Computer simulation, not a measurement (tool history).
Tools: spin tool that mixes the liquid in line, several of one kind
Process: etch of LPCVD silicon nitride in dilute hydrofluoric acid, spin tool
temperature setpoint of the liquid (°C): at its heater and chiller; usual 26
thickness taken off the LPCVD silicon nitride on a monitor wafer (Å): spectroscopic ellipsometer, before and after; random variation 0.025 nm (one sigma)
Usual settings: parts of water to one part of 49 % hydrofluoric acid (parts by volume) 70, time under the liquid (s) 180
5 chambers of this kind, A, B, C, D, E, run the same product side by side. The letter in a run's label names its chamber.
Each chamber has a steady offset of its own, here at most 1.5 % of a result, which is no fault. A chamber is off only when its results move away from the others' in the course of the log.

run   hour  temperature setpoint of the liquid (°C)  parts of water to one part of 49 % hydrofluoric acid (parts by volume)  time under the liquid (s)  hours since the thermometer was replaced  hours since the hydrofluoric acid flow meter was replaced  read-back film thickness of the LPCVD silicon nitride reference wafer, read on the same gauge (nm)  thickness taken off the LPCVD silicon nitride on a monitor wafer (Å)
 1C    4.7                                       26                                                                      70                        180                                     979.2                                                      121.1                                                                                              140.04                                                                14.191
 2B     12                                       26                                                                      70                        180                                    1422.5                                                      879.1                                                                                                 140                                                                14.465
 3D   18.9                                       26                                                                      70                        180                                     285.5                                                     1443.9                                                                                              139.97                                                                15.098
 4E   22.7                                       26                                                                      70                        180                                     682.8                                                      218.1                                                                                                 140                                                                14.572
 5A     26                                       26                                                                      70                        180                                    1784.5                                                     1290.6                                                                                                 140                                                                14.284
 6E   30.7                                       26                                                                      70                        180                                     690.8                                                      226.1                                                                                              139.99                                                                14.153
 7A   36.5                                       26                                                                      70                        180                                      1795                                                     1301.1                                                                                              140.01                                                                14.173
 8D   42.1                                       28                                                                     100                        180                                     308.7                                                     1467.1                                                                                              140.02                                                                11.835
 9B   48.6                                       28                                                                     100                        180                                    1459.1                                                      915.7                                                                                                 140                                                                11.249
10C   52.1                                       28                                                                     100                        180                                    1026.6                                                      168.5                                                                                              139.94                                                                 11.41
11C   55.8                                       28                                                                     100                        180                                    1030.3                                                      172.2                                                                                              139.96                                                                11.606
12B   61.7                                       28                                                                     100                        180                                    1472.2                                                      928.8                                                                                              140.04                                                                11.407
13E   65.2                                       26                                                                      70                        180                                     725.3                                                      260.6                                                                                              139.97                                                                14.701
14A   68.7                                       26                                                                      70                        180                                    1827.2                                                     1333.3                                                                                              139.99                                                                14.623
15D   73.2                                       26                                                                      70                        180                                     339.8                                                     1498.2                                                                                              139.97                                                                14.386
16D   79.9                                       26                                                                      70                        180                                     346.5                                                     1504.9                                                                                              139.96                                                                14.287
17A   84.9                                       26                                                                      70                        180                                    1843.4                                                     1349.5                                                                                              139.99                                                                14.035
18C   89.8                                       26                                                                      70                        180                                    1064.3                                                      206.2                                                                                              139.98                                                                 14.08
19E   93.5                                       26                                                                      70                        180                                     753.6                                                      288.9                                                                                              140.01                                                                14.326
20B  100.2                                       26                                                                      70                        180                                    1510.7                                                      967.3                                                                                              140.01                                                                14.902
21D  103.6                                       26                                                                      70                        245                                     370.2                                                     1528.6                                                                                              140.04                                                                 18.89
22B  110.4                                       26                                                                      70                        245                                    1520.9                                                      977.5                                                                                              140.02                                                                19.713
23C  114.5                                       26                                                                      70                        245                                      1089                                                      230.9                                                                                              139.95                                                                 19.41
24A  120.1                                       26                                                                      70                        245                                    1878.6                                                     1384.7                                                                                              140.03                                                                18.929
25E  125.7                                       26                                                                      70                        245                                     785.8                                                      321.1                                                                                              139.96                                                                19.604
26E  128.9                                       26                                                                      70                        180                                       789                                                      324.3                                                                                              139.99                                                                14.056
27D  133.2                                       26                                                                      70                        180                                     399.8                                                     1558.2                                                                                              139.94                                                                14.665
28B  140.3                                       26                                                                      70                        180                                    1550.8                                                     1007.4                                                                                                 140                                                                 14.34
29A  145.3                                       26                                                                      70                        180                                    1903.8                                                     1409.9                                                                                              139.97                                                                14.338
30C  152.5                                       24                                                                      70                        245                                      1127                                                      268.9                                                                                              140.02                                                                17.318
     156.1  -- chamber A: thermometer replaced
31A  156.4                                       24                                                                      70                        245                                       0.4                                                       1421                                                                                              140.02                                                                17.583
32B  161.9                                       24                                                                      70                        245                                    1572.4                                                       1029                                                                                              139.97                                                                17.063
33E  168.8                                       24                                                                      70                        245                                     828.9                                                      364.2                                                                                              140.01                                                                17.172
34C  175.7                                       24                                                                      70                        245                                    1150.2                                                      292.1                                                                                                 140                                                                16.568
35D  182.2                                       26                                                                      70                        180                                     448.8                                                     1607.2                                                                                              139.98                                                                  14.3
36A  186.4                                       26                                                                      70                        180                                      30.4                                                       1451                                                                                              139.98                                                                14.558
37E  193.1                                       26                                                                      70                        180                                     853.2                                                      388.5                                                                                                 140                                                                14.438
38C  200.1                                       26                                                                     105                         75                                    1174.6                                                      316.5                                                                                              139.95                                                                3.9675
39B  205.8                                       26                                                                     105                         75                                    1616.3                                                     1072.9                                                                                              139.98                                                                3.9108
40D  212.6                                       26                                                                     105                         75                                     479.2                                                     1637.6                                                                                              140.03                                                                4.1645
41E  219.8                                       26                                                                     105                         75                                     879.9                                                      415.2                                                                                              139.98                                                                4.0702

All 5 chambers run these settings next. Forecast each chamber's results:
42A  225.1                                       26                                                                      70                        180                                                                                                                                                                                                                                                                              ?
42B  225.1                                       26                                                                      70                        180                                                                                                                                                                                                                                                                              ?
42C  225.1                                       26                                                                      70                        180                                                                                                                                                                                                                                                                              ?
42D  225.1                                       26                                                                      70                        180                                                                                                                                                                                                                                                                              ?
42E  225.1                                       26                                                                      70                        180                                                                                                                                                                                                                                                                              ?

run  thickness taken off the LPCVD silicon nitride on a monitor wafer (Å)
42A                                                                14.238
42B                                                                14.538
42C                                                                14.541
42D                                                                14.521
42E                                                                14.374
